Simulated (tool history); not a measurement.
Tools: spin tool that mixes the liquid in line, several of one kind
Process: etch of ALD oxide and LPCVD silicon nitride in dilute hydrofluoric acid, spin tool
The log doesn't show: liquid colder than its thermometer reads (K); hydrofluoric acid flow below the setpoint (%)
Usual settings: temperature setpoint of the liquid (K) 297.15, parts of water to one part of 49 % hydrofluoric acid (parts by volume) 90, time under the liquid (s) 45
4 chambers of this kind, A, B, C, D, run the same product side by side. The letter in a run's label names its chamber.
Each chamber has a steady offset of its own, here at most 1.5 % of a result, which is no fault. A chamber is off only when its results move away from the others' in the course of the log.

| run | hour | temperature setpoint of the liquid (K) | parts of water to one part of 49 % hydrofluoric acid (parts by volume) | time under the liquid (s) | hours since the thermometer was replaced | hours since the hydrofluoric acid flow meter was replaced | read-back film thickness of the ALD oxide reference wafer, read on the same gauge (nm) | read-back film thickness of the LPCVD silicon nitride reference wafer, read on the same gauge (nm) | thickness taken off the ALD oxide on a monitor wafer (Å) | thickness taken off the LPCVD silicon nitride on a monitor wafer (Å) |
|---|---|---|---|---|---|---|---|---|---|---|
| 1B | 10.7 | 297.15 | 90 | 45 | 87.6 | 411.8 | 29.955 | 120.03 | 164.85 | 1.7112 |
| 2D | 15.8 | 297.15 | 90 | 45 | 446.4 | 548.7 | 30.039 | 119.99 | 163.18 | 2.7196 |
| 3C | 21.9 | 297.15 | 90 | 45 | 114.9 | 656.8 | 29.983 | 120.02 | 163.95 | 2.6682 |
| 4A | 30.7 | 297.15 | 90 | 45 | 419.1 | 249.1 | 30.011 | 119.94 | 167.89 | 2.7104 |
| 5B | 41.6 | 297.15 | 90 | 45 | 118.5 | 442.7 | 29.951 | 119.98 | 166.29 | 2.5343 |
| 6A | 53.2 | 297.15 | 90 | 45 | 441.6 | 271.6 | 29.978 | 119.95 | 167.43 | 2.7333 |
|  | 53.8 | chamber D: hydrofluoric acid flow meter replaced |
| 7D | 58.4 | 297.15 | 90 | 45 | 489 | 4.6 | 29.983 | 119.98 | 163.77 | 3.0025 |
| 8C | 64.4 | 297.15 | 90 | 70 | 157.4 | 699.3 | 30.049 | 119.99 | 257.48 | 3.8064 |
| 9A | 74.8 | 297.15 | 90 | 70 | 463.2 | 293.2 | 29.998 | 120.03 | 257.73 | 4.0784 |
| 10B | 83.5 | 297.15 | 90 | 70 | 160.4 | 484.6 | 30.028 | 119.97 | 257.98 | 3.4413 |
| 11C | 93.6 | 297.15 | 90 | 70 | 186.6 | 728.5 | 30.006 | 120.01 | 257.77 | 4.1882 |
| 12D | 99.7 | 297.15 | 90 | 45 | 530.3 | 45.9 | 29.999 | 120.01 | 164.11 | 2.8239 |
| 13B | 105.4 | 297.15 | 90 | 45 | 182.3 | 506.5 | 29.992 | 120.07 | 164.99 | 1.8911 |
| 14C | 113.2 | 297.15 | 90 | 45 | 206.2 | 748.1 | 29.986 | 119.98 | 163.97 | 2.4072 |
| 15A | 124.3 | 297.15 | 90 | 45 | 512.7 | 342.7 | 30.028 | 119.99 | 168.31 | 2.9576 |
| 16D | 133.4 | 297.15 | 90 | 45 | 564 | 79.6 | 30.017 | 120.01 | 163.2 | 1.931 |
| 17C | 144.5 | 297.15 | 90 | 45 | 237.5 | 779.4 | 30.045 | 119.98 | 164.85 | 2.2985 |
| 18A | 153.4 | 297.15 | 105 | 55 | 541.8 | 371.8 | 30.015 | 119.99 | 170.79 | 2.3619 |
|  | 153.8 | chamber A: thermometer replaced |
| 19B | 163.4 | 297.15 | 105 | 55 | 240.3 | 564.5 | 30.02 | 119.98 | 171.23 | 2.7907 |
| 20D | 174.4 | 297.15 | 105 | 55 | 605 | 120.6 | 29.985 | 119.96 | 168.41 | 2.7506 |
|  | 183.1 | chamber B: hydrofluoric acid flow meter replaced |
| 21B | 183.4 | 297.15 | 105 | 55 | 260.3 | 0.3 | 29.949 | 120.04 | 171.52 | 2.487 |
| 22C | 194.8 | 297.15 | 90 | 45 | 287.8 | 829.7 | 29.983 | 120.06 | 164.07 | 2.8854 |
| 23D | 204.5 | 297.15 | 90 | 45 | 635.1 | 150.7 | 30.075 | 120.03 | 164.45 | 2.6225 |
| 24A | 213.4 | 297.15 | 90 | 45 | 59.7 | 431.8 | 30.028 | 120 | 166.91 | 2.7997 |

What goes on in this fleet: one chamber off, a drifting gauge, or nothing beyond the chambers' own small offsets? Name the chamber and the cause, if any.

No chamber stands off beyond its own small offset, and the gauge holds steady.
